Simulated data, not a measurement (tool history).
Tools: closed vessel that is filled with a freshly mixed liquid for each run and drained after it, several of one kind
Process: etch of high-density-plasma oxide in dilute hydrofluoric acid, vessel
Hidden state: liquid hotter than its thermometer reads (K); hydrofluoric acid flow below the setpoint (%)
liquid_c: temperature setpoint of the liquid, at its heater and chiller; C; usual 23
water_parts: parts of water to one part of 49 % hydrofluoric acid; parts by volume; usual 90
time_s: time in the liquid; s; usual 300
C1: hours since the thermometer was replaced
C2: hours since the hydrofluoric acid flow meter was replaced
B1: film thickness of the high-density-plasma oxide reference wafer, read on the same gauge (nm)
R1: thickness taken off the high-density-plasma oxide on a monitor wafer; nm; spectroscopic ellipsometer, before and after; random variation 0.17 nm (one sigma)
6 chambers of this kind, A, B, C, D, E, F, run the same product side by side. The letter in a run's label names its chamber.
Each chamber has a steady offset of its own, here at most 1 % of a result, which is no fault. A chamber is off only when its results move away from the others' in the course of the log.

Run 1E, hour 6.3: usual settings; C1 84; C2 985.1; B1 29.998. Result: R1 27.927 nm.
Run 2A, hour 14.7: usual settings; C1 1700.7; C2 340.2; B1 30.004. Result: R1 28.356 nm.
Run 3C, hour 22.8: usual settings; C1 718.2; C2 1206.1; B1 29.992. Result: R1 27.871 nm.
Run 4B, hour 32.8: usual settings; C1 677.1; C2 338.8; B1 29.989. Result: R1 28.184 nm.
Run 5D, hour 42.3: usual settings but water_parts 70 parts by volume, time_s 435 s; C1 78.7; C2 46; B1 30.005. Result: R1 53.402 nm.
Run 6F, hour 54: usual settings but water_parts 70 parts by volume, time_s 435 s; C1 760.2; C2 126.9; B1 29.988. Result: R1 52.44 nm.
Run 7C, hour 61.4: usual settings but water_parts 70 parts by volume, time_s 435 s; C1 756.8; C2 1244.7; B1 30.002. Result: R1 53.805 nm.
At hour 69.8: chamber E: hydrofluoric acid flow meter replaced.
Run 8B, hour 71.9: usual settings but water_parts 70 parts by volume, time_s 435 s; C1 716.2; C2 377.9; B1 30.02. Result: R1 53.812 nm.
Run 9A, hour 85.4: usual settings but water_parts 70 parts by volume, time_s 435 s; C1 1771.4; C2 410.9; B1 30.069. Result: R1 53.424 nm.
At hour 88.3: chamber C: thermometer replaced.
Run 10F, hour 94.1: usual settings but water_parts 70 parts by volume, time_s 435 s; C1 800.3; C2 167; B1 29.999. Result: R1 52.77 nm.
Run 11E, hour 107.9: usual settings; C1 185.6; C2 38.1; B1 29.978. Result: R1 27.981 nm.
Run 12D, hour 120.1: usual settings; C1 156.5; C2 123.8; B1 29.984. Result: R1 27.947 nm.
Run 13A, hour 128.4: usual settings; C1 1814.4; C2 453.9; B1 29.983. Result: R1 27.981 nm.
At hour 134.1: chamber A: thermometer replaced.
Run 14F, hour 137.8: usual settings; C1 844; C2 210.7; B1 30.046. Result: R1 27.998 nm.
Run 15C, hour 150.8: usual settings; C1 62.5; C2 1334.1; B1 30.009. Result: R1 27.974 nm.
Run 16B, hour 161.5: usual settings; C1 805.8; C2 467.5; B1 29.955. Result: R1 28.201 nm.
Run 17E, hour 173.1: usual settings; C1 250.8; C2 103.3; B1 30.043. Result: R1 28.041 nm.
Run 18D, hour 186.4: usual settings; C1 222.8; C2 190.1; B1 30.034. Result: R1 28.227 nm.
Run 19A, hour 193.8: usual settings; C1 59.7; C2 519.3; B1 30.008. Result: R1 28.253 nm.
Run 20C, hour 203.8: usual settings; C1 115.5; C2 1387.1; B1 30.025. Result: R1 27.587 nm.
At hour 207.7: chamber A: hydrofluoric acid flow meter replaced.
Run 21B, hour 216.1: usual settings; C1 860.4; C2 522.1; B1 30.007. Result: R1 27.985 nm.
Run 22F, hour 227.9: usual settings but liquid_c 25.5 C, time_s 205 s; C1 934.1; C2 300.8; B1 29.995. Result: R1 20.949 nm.
Run 23E, hour 235.4: usual settings but liquid_c 25.5 C, time_s 205 s; C1 313.1; C2 165.6; B1 30.019. Result: R1 21.141 nm.
Run 24D, hour 244.5: usual settings but liquid_c 25.5 C, time_s 205 s; C1 280.9; C2 248.2; B1 30. Result: R1 21.132 nm.
Run 25F, hour 254.8: usual settings but liquid_c 25.5 C, time_s 205 s; C1 961; C2 327.7; B1 29.99. Result: R1 21.137 nm.
Run 26C, hour 266.2: usual settings but liquid_c 25.5 C, time_s 205 s; C1 177.9; C2 1449.5; B1 29.979. Result: R1 20.412 nm.
Run 27B, hour 272.8: usual settings but liquid_c 25.5 C, time_s 205 s; C1 917.1; C2 578.8; B1 29.995. Result: R1 21.144 nm.
Run 28A, hour 280.4: usual settings; C1 146.3; C2 72.8; B1 29.965. Result: R1 28.166 nm.
Run 29D, hour 289.8: usual settings but liquid_c 19 C, time_s 210 s; C1 326.2; C2 293.5; B1 30.017. Result: R1 16.55 nm.
Run 30E, hour 300.9: usual settings but liquid_c 19 C, time_s 210 s; C1 378.6; C2 231.1; B1 29.996. Result: R1 16.568 nm.
Run 31F, hour 314.4: usual settings but liquid_c 19 C, time_s 210 s; C1 1020.6; C2 387.3; B1 29.986. Result: R1 16.421 nm.
Run 32D, hour 326.6: usual settings but liquid_c 19 C, time_s 210 s; C1 363; C2 330.3; B1 30.013. Result: R1 16.595 nm.
Run 33C, hour 334: usual settings but liquid_c 19 C, time_s 210 s; C1 245.7; C2 1517.3; B1 30.001. Result: R1 15.997 nm.
Run 34A, hour 341.4: usual settings but liquid_c 19 C, time_s 210 s; C1 207.3; C2 133.8; B1 29.996. Result: R1 16.671 nm.
Run 35B, hour 353.2: usual settings; C1 997.5; C2 659.2; B1 30.069. Result: R1 28.19 nm.
Run 36E, hour 366.2: usual settings; C1 443.9; C2 296.4; B1 30.008. Result: R1 27.869 nm.
Run 37F, hour 375.3: usual settings but water_parts 75 parts by volume; C1 1081.5; C2 448.2; B1 30.003. Result: R1 34.131 nm.
Run 38C, hour 385.6: usual settings but water_parts 75 parts by volume; C1 297.3; C2 1568.9; B1 30.006. Result: R1 32.513 nm.
At hour 389.5: chamber B: hydrofluoric acid flow meter replaced.
Run 39B, hour 397.9: usual settings but water_parts 75 parts by volume; C1 1042.2; C2 8.4; B1 29.986. Result: R1 34.511 nm.
At hour 407.6: chamber E: thermometer replaced.
Run 40A, hour 409.3: usual settings but water_parts 75 parts by volume; C1 275.2; C2 201.7; B1 30.011. Result: R1 34.338 nm.
Run 41D, hour 423.2: usual settings but water_parts 75 parts by volume; C1 459.6; C2 426.9; B1 30.016. Result: R1 34.058 nm.
Run 42E, hour 436.2: usual settings but water_parts 75 parts by volume; C1 28.7; C2 366.4; B1 29.984. Result: R1 34.493 nm.
Run 43C, hour 445.9: usual settings; C1 357.6; C2 1629.2; B1 30.025. Result: R1 26.274 nm.
Run 44D, hour 459.7: usual settings; C1 496.1; C2 463.4; B1 29.977. Result: R1 28.025 nm.

What goes on in this fleet: one chamber off, a drifting gauge, or nothing beyond the chambers' own small offsets? Name the chamber and the cause, if any.

Chamber C drifts away from the others.
Cause: hydrofluoric acid flow below the setpoint (%) = 6.39.
The log may not tell that from: liquid colder than its thermometer reads (K).

Here are 4 candidates for chamber C's next run, each the usual settings with a change, their results left as question marks. Which one brings its results back in line with what the others give on the usual settings?
In line means no further than this from the other chambers' mean on the usual settings: R1 0.59 nm
Run 45C-1, hour 469.7: usual settings but liquid_c 23.5 C, time_s 330 s. Result: R1 ?.
Run 45C-2, hour 469.7: usual settings but water_parts 85 parts by volume. Result: R1 ?.
Run 45C-3, hour 469.7: usual settings but water_parts 95 parts by volume, time_s 285 s. Result: R1 ?.
Run 45C-4, hour 469.7: usual settings but liquid_c 21 C. Result: R1 ?.

The other chambers' mean on the usual settings: R1 27.966 nm
  run      R1
45C-1  29.169
45C-2  27.734
45C-3  23.235
45C-4  24.011
45C-2 brings the chamber back in line.

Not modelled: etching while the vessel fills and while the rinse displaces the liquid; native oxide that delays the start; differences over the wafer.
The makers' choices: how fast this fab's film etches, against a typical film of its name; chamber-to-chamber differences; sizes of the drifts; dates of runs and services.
